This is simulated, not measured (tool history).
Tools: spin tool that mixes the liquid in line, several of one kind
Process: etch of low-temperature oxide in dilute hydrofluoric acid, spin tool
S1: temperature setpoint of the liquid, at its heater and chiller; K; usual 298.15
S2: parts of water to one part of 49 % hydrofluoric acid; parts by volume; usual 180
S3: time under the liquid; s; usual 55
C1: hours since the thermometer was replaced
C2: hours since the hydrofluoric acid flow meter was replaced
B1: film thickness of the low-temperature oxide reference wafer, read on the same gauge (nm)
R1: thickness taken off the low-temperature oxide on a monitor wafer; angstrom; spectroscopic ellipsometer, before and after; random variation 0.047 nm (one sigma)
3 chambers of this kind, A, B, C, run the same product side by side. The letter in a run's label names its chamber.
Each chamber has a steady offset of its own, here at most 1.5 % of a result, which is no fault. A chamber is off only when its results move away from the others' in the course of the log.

{"run": "1B", "hour": 10.5, "S1": 298.15, "S2": 180, "S3": 55, "C1": 126.3, "C2": 483.6, "B1": 30.034, "R1": 52.877}
{"run": "2A", "hour": 17.5, "S1": 298.15, "S2": 180, "S3": 55, "C1": 1829.5, "C2": 1812.7, "B1": 30.0, "R1": 52.34}
{"run": "3C", "hour": 25.4, "S1": 298.15, "S2": 180, "S3": 55, "C1": 794.8, "C2": 161.3, "B1": 30.016, "R1": 52.464}
{"run": "4C", "hour": 30.8, "S1": 298.15, "S2": 180, "S3": 55, "C1": 800.2, "C2": 166.7, "B1": 29.985, "R1": 53.782}
{"run": "5A", "hour": 35.9, "S1": 298.15, "S2": 180, "S3": 55, "C1": 1847.9, "C2": 1831.1, "B1": 30.007, "R1": 51.919}
{"run": "6B", "hour": 47.0, "S1": 295.15, "S2": 180, "S3": 40, "C1": 162.8, "C2": 520.1, "B1": 30.001, "R1": 34.056}
{"run": "7A", "hour": 52.3, "S1": 295.15, "S2": 180, "S3": 40, "C1": 1864.3, "C2": 1847.5, "B1": 29.979, "R1": 34.702}
{"run": "8B", "hour": 63.0, "S1": 295.15, "S2": 180, "S3": 40, "C1": 178.8, "C2": 536.1, "B1": 29.997, "R1": 34.235}
{"run": "9C", "hour": 72.7, "S1": 298.15, "S2": 180, "S3": 55, "C1": 842.1, "C2": 208.6, "B1": 30.013, "R1": 53.845}
{"run": "10B", "hour": 83.1, "S1": 298.15, "S2": 180, "S3": 55, "C1": 198.9, "C2": 556.2, "B1": 29.989, "R1": 52.287}
{"run": "11A", "hour": 93.7, "S1": 298.15, "S2": 180, "S3": 55, "C1": 1905.7, "C2": 1888.9, "B1": 30.0, "R1": 52.472}
{"run": "12C", "hour": 103.5, "S1": 298.15, "S2": 180, "S3": 55, "C1": 872.9, "C2": 239.4, "B1": 30.003, "R1": 53.114}
{"run": "13B", "hour": 109.7, "S1": 298.15, "S2": 180, "S3": 55, "C1": 225.5, "C2": 582.8, "B1": 30.006, "R1": 52.996}
{"run": "14A", "hour": 117.2, "S1": 298.15, "S2": 180, "S3": 55, "C1": 1929.2, "C2": 1912.4, "B1": 30.001, "R1": 51.895}
{"run": "15C", "hour": 124.4, "S1": 298.15, "S2": 180, "S3": 55, "C1": 893.8, "C2": 260.3, "B1": 29.994, "R1": 53.68}
{"run": "16C", "hour": 129.6, "S1": 298.15, "S2": 180, "S3": 55, "C1": 899.0, "C2": 265.5, "B1": 30.004, "R1": 53.364}
{"run": "17A", "hour": 138.3, "S1": 298.15, "S2": 180, "S3": 55, "C1": 1950.3, "C2": 1933.5, "B1": 30.015, "R1": 51.906}
{"run": "18B", "hour": 149.2, "S1": 298.15, "S2": 180, "S3": 55, "C1": 265.0, "C2": 622.3, "B1": 29.996, "R1": 52.722}
{"run": "19A", "hour": 159.5, "S1": 298.15, "S2": 180, "S3": 55, "C1": 1971.5, "C2": 1954.7, "B1": 29.981, "R1": 52.024}
{"run": "20B", "hour": 169.9, "S1": 298.15, "S2": 180, "S3": 55, "C1": 285.7, "C2": 643.0, "B1": 30.015, "R1": 53.021}
{"run": "21C", "hour": 175.6, "S1": 298.15, "S2": 180, "S3": 55, "C1": 945.0, "C2": 311.5, "B1": 29.993, "R1": 52.556}
{"run": "22C", "hour": 186.8, "S1": 298.15, "S2": 180, "S3": 55, "C1": 956.2, "C2": 322.7, "B1": 29.999, "R1": 52.542}
{"run": "23B", "hour": 194.8, "S1": 298.15, "S2": 180, "S3": 55, "C1": 310.6, "C2": 667.9, "B1": 29.981, "R1": 51.925}
{"run": "24A", "hour": 205.7, "S1": 298.15, "S2": 180, "S3": 55, "C1": 2017.7, "C2": 2000.9, "B1": 29.986, "R1": 52.8}
{"run": "25C", "hour": 211.7, "S1": 298.15, "S2": 180, "S3": 55, "C1": 981.1, "C2": 347.6, "B1": 30.016, "R1": 54.347}
{"run": "26B", "hour": 221.1, "S1": 298.15, "S2": 180, "S3": 55, "C1": 336.9, "C2": 694.2, "B1": 29.991, "R1": 52.609}
{"run": "27A", "hour": 227.6, "S1": 298.15, "S2": 180, "S3": 55, "C1": 2039.6, "C2": 2022.8, "B1": 29.993, "R1": 52.17}
{"run": "28C", "hour": 233.8, "S1": 298.15, "S2": 180, "S3": 55, "C1": 1003.2, "C2": 369.7, "B1": 29.989, "R1": 53.561}

Next, every chamber runs the same settings. What will each give?
{"run": "29A", "hour": 242.3, "S1": 298.15, "S2": 180, "S3": 55, "R1": "?"}
{"run": "29B", "hour": 242.3, "S1": 298.15, "S2": 180, "S3": 55, "R1": "?"}
{"run": "29C", "hour": 242.3, "S1": 298.15, "S2": 180, "S3": 55, "R1": "?"}

run=29A R1=52.506
run=29B R1=51.336
run=29C R1=53.486
